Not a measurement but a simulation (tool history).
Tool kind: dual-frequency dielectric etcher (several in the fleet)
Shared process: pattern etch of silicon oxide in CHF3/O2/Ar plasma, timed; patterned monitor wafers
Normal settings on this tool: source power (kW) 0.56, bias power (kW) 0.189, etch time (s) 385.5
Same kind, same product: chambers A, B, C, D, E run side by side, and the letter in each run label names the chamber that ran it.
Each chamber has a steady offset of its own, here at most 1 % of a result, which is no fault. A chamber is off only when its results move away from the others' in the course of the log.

run,hour,source power (kW),bias power (kW),etch time (s),hours since the last wet clean,hours since the last source power generator calibration,hours since the last bias power generator calibration,"read-back reference wafer on the same gauge, depth_nm",mean etch depth across the wafer (nm)
1B,4.6,0.56,0.189,385.5,288,2654.7,2702.8,678.22,756.68
2A,11.6,0.56,0.189,385.5,184.5,2452.1,3183.3,677.88,750.17
3D,20.2,0.56,0.189,385.5,154.7,307.9,843.1,678.29,752.89
4E,26.1,0.56,0.189,385.5,441.7,450,2607.4,678.67,762.15
5C,34.9,0.56,0.189,385.5,360.8,3166.5,3138.7,677.39,745.06
6E,43.3,0.56,0.189,385.5,458.9,467.2,2624.6,677.97,761.44
7A,50.5,0.56,0.189,385.5,223.4,2491,3222.2,678.3,755.06
8B,55.5,0.56,0.189,385.5,338.9,2705.6,2753.7,677.96,755.77
9C,64.3,0.56,0.189,385.5,390.2,3195.9,3168.1,677.86,749.08
10D,69.1,0.56,0.189,385.5,203.6,356.8,892,678.38,751.73
11B,74.4,0.56,0.189,385.5,357.8,2724.5,2772.6,678.09,760.6
12D,81.9,0.56,0.189,385.5,216.4,369.6,904.8,677.72,753.97
13C,89.8,0.56,0.189,385.5,415.7,3221.4,3193.6,677.64,746.06
14A,93.7,0.56,0.189,306,266.6,2534.2,3265.4,678.67,597.24
15E,98.1,0.56,0.189,306,513.7,522,2679.4,678.06,604.63
16E,106.7,0.56,0.189,306,522.3,530.6,2688,677.82,604.24
17D,110.8,0.56,0.189,306,245.3,398.5,933.7,678.19,591.97
18C,116.1,0.56,0.189,306,442,3247.7,3219.9,677.63,589.14
19B,122.6,0.56,0.189,385.5,406,2772.7,2820.8,677.27,752.82
20A,128.2,0.56,0.189,385.5,301.1,2568.7,3299.9,677.83,752.88
21C,136.9,0.56,0.189,385.5,462.8,3268.5,3240.7,677.69,749.97
# hour 140.8: chamber C: wet clean of the chamber
22A,145.2,0.56,0.189,385.5,318.1,2585.7,3316.9,678.45,751.2
23B,149.1,0.56,0.189,385.5,432.5,2799.2,2847.3,678.39,754.15
24E,154,0.56,0.189,385.5,569.6,577.9,2735.3,677.74,756.68
25D,162.1,0.56,0.189,385.5,296.6,449.8,985,677.92,734.72
26B,168.4,0.56,0.189,385.5,451.8,2818.5,2866.6,678.32,752.28
27A,176.8,0.64,0.189,385.5,349.7,2617.3,3348.5,678.23,783.97
28C,181.5,0.64,0.189,385.5,40.7,3313.1,3285.3,678.2,790.17
29E,187.9,0.64,0.189,385.5,603.5,611.8,2769.2,677.68,803.09
# hour 190.5: chamber B: wet clean of the chamber
30D,196.3,0.64,0.189,385.5,330.8,484,1019.2,677.95,774.23
31C,202.2,0.64,0.189,385.5,61.4,3333.8,3306,677.86,786.87
32E,207.6,0.56,0.189,385.5,623.2,631.5,2788.9,677.82,764.02
# hour 209.9: chamber E: wet clean of the chamber
33B,214,0.56,0.189,385.5,23.6,2864.1,2912.2,677.59,753.53
34A,218.7,0.56,0.189,385.5,391.6,2659.2,3390.4,677.2,754.43
35D,223.2,0.56,0.189,385.5,357.7,510.9,1046.1,678.17,729.04
36B,231.8,0.56,0.189,385.5,41.4,2881.9,2930,677.89,757.98
37C,239.7,0.56,0.189,385.5,98.9,3371.3,3343.5,678.17,746.81
38E,244.3,0.56,0.189,385.5,34.5,668.2,2825.6,678.22,758.57
39A,251.5,0.56,0.189,385.5,424.4,2692,3423.2,678.09,754.84
40D,260,0.56,0.189,385.5,394.5,547.7,1082.9,677.39,725.25
41A,267.6,0.56,0.189,385.5,440.5,2708.1,3439.3,678.38,749.67
42B,273.8,0.56,0.189,385.5,83.4,2923.9,2972,677.74,756.15

Predict what each chamber gives when all 5 of them run the settings below next.
43A,280.2,0.56,0.189,385.5,,,,,?
43B,280.2,0.56,0.189,385.5,,,,,?
43C,280.2,0.56,0.189,385.5,,,,,?
43D,280.2,0.56,0.189,385.5,,,,,?
43E,280.2,0.56,0.189,385.5,,,,,?

run,mean etch depth across the wafer (nm)
43A,755.85
43B,756.82
43C,750.27
43D,719.7
43E,761.47

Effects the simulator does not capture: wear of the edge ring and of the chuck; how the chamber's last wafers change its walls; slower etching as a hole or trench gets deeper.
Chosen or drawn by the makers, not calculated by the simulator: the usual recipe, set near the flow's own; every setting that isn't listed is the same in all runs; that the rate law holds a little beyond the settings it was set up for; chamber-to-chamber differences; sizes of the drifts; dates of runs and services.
